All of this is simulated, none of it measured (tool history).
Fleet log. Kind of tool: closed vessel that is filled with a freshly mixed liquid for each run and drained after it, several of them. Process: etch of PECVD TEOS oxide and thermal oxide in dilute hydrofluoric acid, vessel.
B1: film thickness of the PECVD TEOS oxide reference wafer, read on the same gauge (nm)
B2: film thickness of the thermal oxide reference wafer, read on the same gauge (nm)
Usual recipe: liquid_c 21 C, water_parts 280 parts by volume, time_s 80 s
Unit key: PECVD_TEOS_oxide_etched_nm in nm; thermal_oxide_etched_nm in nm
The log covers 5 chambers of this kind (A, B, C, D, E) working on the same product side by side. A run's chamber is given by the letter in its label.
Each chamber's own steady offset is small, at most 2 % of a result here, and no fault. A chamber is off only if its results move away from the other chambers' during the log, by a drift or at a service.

Run 1C, day 0.175: usual settings; B1 150.01; B2 110. Result: PECVD_TEOS_oxide_etched_nm 6.0095 nm, thermal_oxide_etched_nm 0.9751 nm.
Run 2D, day 0.354: usual settings; B1 149.98; B2 110.01. Result: PECVD_TEOS_oxide_etched_nm 5.9464 nm, thermal_oxide_etched_nm 0.99646 nm.
Run 3E, day 0.488: usual settings; B1 150; B2 109.98. Result: PECVD_TEOS_oxide_etched_nm 5.9986 nm, thermal_oxide_etched_nm 0.97079 nm.
Run 4A, day 0.629: usual settings; B1 150.03; B2 110. Result: PECVD_TEOS_oxide_etched_nm 5.9224 nm, thermal_oxide_etched_nm 1.0237 nm.
Run 5B, day 0.792: usual settings; B1 150.01; B2 110. Result: PECVD_TEOS_oxide_etched_nm 5.9773 nm, thermal_oxide_etched_nm 1.0383 nm.
Run 6A, day 0.908: usual settings; B1 150.03; B2 110. Result: PECVD_TEOS_oxide_etched_nm 5.9122 nm, thermal_oxide_etched_nm 1.0382 nm.
Run 7E, day 1.042: usual settings; B1 149.99; B2 110. Result: PECVD_TEOS_oxide_etched_nm 5.9965 nm, thermal_oxide_etched_nm 1.0267 nm.
Run 8D, day 1.212: usual settings but water_parts 155 parts by volume; B1 150.03; B2 110.01. Result: PECVD_TEOS_oxide_etched_nm 12.055 nm, thermal_oxide_etched_nm 2.0546 nm.
Run 9B, day 1.346: usual settings but water_parts 155 parts by volume; B1 150.03; B2 109.97. Result: PECVD_TEOS_oxide_etched_nm 12.141 nm, thermal_oxide_etched_nm 2.0422 nm.
Run 10C, day 1.508: usual settings but water_parts 155 parts by volume; B1 150.01; B2 110.01. Result: PECVD_TEOS_oxide_etched_nm 12.435 nm, thermal_oxide_etched_nm 2.1779 nm.
Run 11D, day 1.667: usual settings but water_parts 155 parts by volume; B1 150.02; B2 109.98. Result: PECVD_TEOS_oxide_etched_nm 12.226 nm, thermal_oxide_etched_nm 2.0292 nm.
Run 12B, day 1.817: usual settings but water_parts 155 parts by volume; B1 150.03; B2 109.97. Result: PECVD_TEOS_oxide_etched_nm 12.271 nm, thermal_oxide_etched_nm 1.995 nm.
Run 13E, day 1.925: usual settings; B1 150.01; B2 110.04. Result: PECVD_TEOS_oxide_etched_nm 5.998 nm, thermal_oxide_etched_nm 1.0794 nm.
Run 14C, day 2.054: usual settings; B1 149.99; B2 110.03. Result: PECVD_TEOS_oxide_etched_nm 5.9634 nm, thermal_oxide_etched_nm 1.0245 nm.
Run 15A, day 2.217: usual settings but liquid_c 24.5 C, water_parts 415 parts by volume; B1 149.98; B2 110.03. Result: PECVD_TEOS_oxide_etched_nm 3.9944 nm, thermal_oxide_etched_nm 0.68144 nm.
Run 16D, day 2.383: usual settings but liquid_c 24.5 C, water_parts 415 parts by volume; B1 149.97; B2 110. Result: PECVD_TEOS_oxide_etched_nm 4.0171 nm, thermal_oxide_etched_nm 0.63482 nm.
Run 17B, day 2.533: usual settings but liquid_c 24.5 C, water_parts 415 parts by volume; B1 150.02; B2 109.99. Result: PECVD_TEOS_oxide_etched_nm 4.0566 nm, thermal_oxide_etched_nm 0.68113 nm.
Run 18C, day 2.633: usual settings but liquid_c 24.5 C, water_parts 415 parts by volume; B1 150; B2 109.99. Result: PECVD_TEOS_oxide_etched_nm 4.0088 nm, thermal_oxide_etched_nm 0.67424 nm.
Run 19A, day 2.758: usual settings but liquid_c 24.5 C, water_parts 415 parts by volume; B1 149.97; B2 109.99. Result: PECVD_TEOS_oxide_etched_nm 3.984 nm, thermal_oxide_etched_nm 0.66265 nm.
Run 20E, day 2.846: usual settings; B1 150.01; B2 110. Result: PECVD_TEOS_oxide_etched_nm 6.0259 nm, thermal_oxide_etched_nm 1.0439 nm.
Run 21C, day 3.029: usual settings; B1 150.03; B2 110.04. Result: PECVD_TEOS_oxide_etched_nm 5.9964 nm, thermal_oxide_etched_nm 1.0315 nm.
Run 22E, day 3.112: usual settings; B1 150.03; B2 109.99. Result: PECVD_TEOS_oxide_etched_nm 6.023 nm, thermal_oxide_etched_nm 1.0642 nm.
Run 23D, day 3.212: usual settings but liquid_c 23.5 C, time_s 95 s; B1 150.01; B2 110. Result: PECVD_TEOS_oxide_etched_nm 7.8225 nm, thermal_oxide_etched_nm 1.3904 nm.
Run 24B, day 3.333: usual settings but liquid_c 23.5 C, time_s 95 s; B1 150; B2 110. Result: PECVD_TEOS_oxide_etched_nm 7.8297 nm, thermal_oxide_etched_nm 1.2933 nm.
Run 25A, day 3.438: usual settings but liquid_c 23.5 C, time_s 95 s; B1 150.01; B2 109.99. Result: PECVD_TEOS_oxide_etched_nm 7.6457 nm, thermal_oxide_etched_nm 1.1852 nm.
Run 26C, day 3.538: usual settings but liquid_c 23.5 C, time_s 95 s; B1 149.99; B2 110.03. Result: PECVD_TEOS_oxide_etched_nm 7.721 nm, thermal_oxide_etched_nm 1.2932 nm.
Run 27E, day 3.646: usual settings but liquid_c 23.5 C, time_s 95 s; B1 149.99; B2 110. Result: PECVD_TEOS_oxide_etched_nm 7.7837 nm, thermal_oxide_etched_nm 1.2335 nm.
At day 3.783: chamber D: thermometer replaced.
Run 28D, day 3.796: usual settings; B1 150; B2 110.01. Result: PECVD_TEOS_oxide_etched_nm 6.0122 nm, thermal_oxide_etched_nm 1.0296 nm.
Run 29B, day 3.925: usual settings; B1 149.99; B2 110.01. Result: PECVD_TEOS_oxide_etched_nm 6.0095 nm, thermal_oxide_etched_nm 1.0537 nm.
Run 30A, day 4.067: usual settings; B1 150.01; B2 110.02. Result: PECVD_TEOS_oxide_etched_nm 5.9522 nm, thermal_oxide_etched_nm 1.023 nm.
Run 31C, day 4.217: usual settings; B1 150; B2 110. Result: PECVD_TEOS_oxide_etched_nm 5.9415 nm, thermal_oxide_etched_nm 1.1005 nm.
Run 32D, day 4.3: usual settings; B1 150; B2 110.01. Result: PECVD_TEOS_oxide_etched_nm 5.9651 nm, thermal_oxide_etched_nm 1.0245 nm.
Run 33E, day 4.412: usual settings; B1 149.98; B2 110.01. Result: PECVD_TEOS_oxide_etched_nm 5.9703 nm, thermal_oxide_etched_nm 0.96852 nm.
Run 34B, day 4.55: usual settings; B1 150.03; B2 110. Result: PECVD_TEOS_oxide_etched_nm 5.9603 nm, thermal_oxide_etched_nm 0.98221 nm.

Next, every chamber runs the same settings. What will each give?
Run 35A, day 4.679: usual settings. Result: PECVD_TEOS_oxide_etched_nm ?, thermal_oxide_etched_nm ?.
Run 35B, day 4.679: usual settings. Result: PECVD_TEOS_oxide_etched_nm ?, thermal_oxide_etched_nm ?.
Run 35C, day 4.679: usual settings. Result: PECVD_TEOS_oxide_etched_nm ?, thermal_oxide_etched_nm ?.
Run 35D, day 4.679: usual settings. Result: PECVD_TEOS_oxide_etched_nm ?, thermal_oxide_etched_nm ?.
Run 35E, day 4.679: usual settings. Result: PECVD_TEOS_oxide_etched_nm ?, thermal_oxide_etched_nm ?.

run  PECVD_TEOS_oxide_etched_nm  thermal_oxide_etched_nm
35A                      5.8829                   0.9935
35B                      5.9742                  0.96267
35C                      5.9527                  0.96484
35D                      5.9763                   1.0205
35E                      6.0268                   1.0227
